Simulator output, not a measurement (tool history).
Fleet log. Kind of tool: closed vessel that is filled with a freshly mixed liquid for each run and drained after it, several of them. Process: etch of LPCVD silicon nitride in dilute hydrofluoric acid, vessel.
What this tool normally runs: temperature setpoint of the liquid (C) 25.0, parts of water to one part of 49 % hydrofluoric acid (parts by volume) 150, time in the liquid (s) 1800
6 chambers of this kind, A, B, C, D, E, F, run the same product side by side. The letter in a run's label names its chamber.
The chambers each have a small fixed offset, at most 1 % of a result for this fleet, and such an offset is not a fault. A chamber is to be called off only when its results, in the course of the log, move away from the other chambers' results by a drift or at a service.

run	hour	temperature setpoint of the liquid (C)	parts of water to one part of 49 % hydrofluoric acid (parts by volume)	time in the liquid (s)	read-back film thickness of the LPCVD silicon nitride reference wafer, read on the same gauge (nm)	thickness taken off the LPCVD silicon nitride on a monitor wafer (Å)
1D	8.0	25.0	150	1800	120.00	69.419
2C	21.3	25.0	150	1800	120.00	68.678
3B	31.2	25.0	150	1800	120.02	68.586
4A	38.1	25.0	150	1800	120.01	69.374
5E	48.8	25.0	150	1800	120.02	69.232
6F	56.4	25.0	150	1800	119.94	68.265
7B	67.6	25.0	150	1800	119.98	68.843
8D	74.0	25.0	150	1800	120.02	69.117
9C	80.3	25.0	150	1800	119.96	68.497
10E	89.2	25.0	150	1800	120.01	68.549
11F	99.0	25.0	150	1800	120.00	70.609
12A	107.0	25.0	150	1800	120.00	70.459
13D	116.2	25.0	150	1800	120.02	69.894
14B	125.9	25.0	150	1800	119.96	68.152
15F	133.8	25.0	150	1800	120.01	69.896
16C	145.7	25.0	150	1800	119.96	68.560
17E	152.5	25.0	150	1800	120.01	67.850
18A	158.7	22.5	150	2260	120.02	74.485
19E	171.7	22.5	150	2260	119.98	74.018
20B	181.9	22.5	150	2260	120.03	74.448
21C	193.6	22.5	150	2260	120.00	72.752
22F	203.3	22.5	150	2260	120.02	74.216
23A	209.3	22.5	150	2260	120.01	75.085
24D	216.6	25.0	150	1800	120.03	69.179
25C	224.3	25.0	150	1800	119.95	68.505
# hour 225.5: chamber C: thermometer replaced
26A	235.2	25.0	150	1800	120.00	69.237
27E	247.4	25.0	150	1800	119.95	69.919
28D	255.8	25.0	150	1800	120.01	69.070
29B	262.8	25.0	150	1800	120.01	70.532
30F	273.9	20.5	200	1800	119.98	38.788
31E	283.8	20.5	200	1800	119.97	38.663
32F	290.4	20.5	200	1800	119.97	38.722
33A	303.1	20.5	200	1800	119.96	39.824
34B	315.9	20.5	200	1800	120.02	41.169
35D	322.0	20.5	200	1800	119.96	38.978
36C	329.5	25.0	150	1800	120.05	68.402
37A	337.8	25.0	150	1800	120.02	69.704
38D	346.8	25.0	150	1800	119.98	68.362
39E	359.3	25.0	150	1800	120.02	68.746
40C	371.4	25.0	150	1800	119.99	67.502
41F	380.3	25.0	150	1800	119.96	68.989
42B	393.1	25.0	150	1800	119.96	74.448
43B	401.7	25.0	150	1800	119.99	75.768

The same settings go to every chamber for the next run, one line per chamber below. Forecast the results for each:
44A	411.3	25.0	95	1800		?
44B	411.3	25.0	95	1800		?
44C	411.3	25.0	95	1800		?
44D	411.3	25.0	95	1800		?
44E	411.3	25.0	95	1800		?
44F	411.3	25.0	95	1800		?

run	thickness taken off the LPCVD silicon nitride on a monitor wafer (Å)
44A	110.580
44B	119.380
44C	107.770
44D	107.520
44E	110.570
44F	110.880
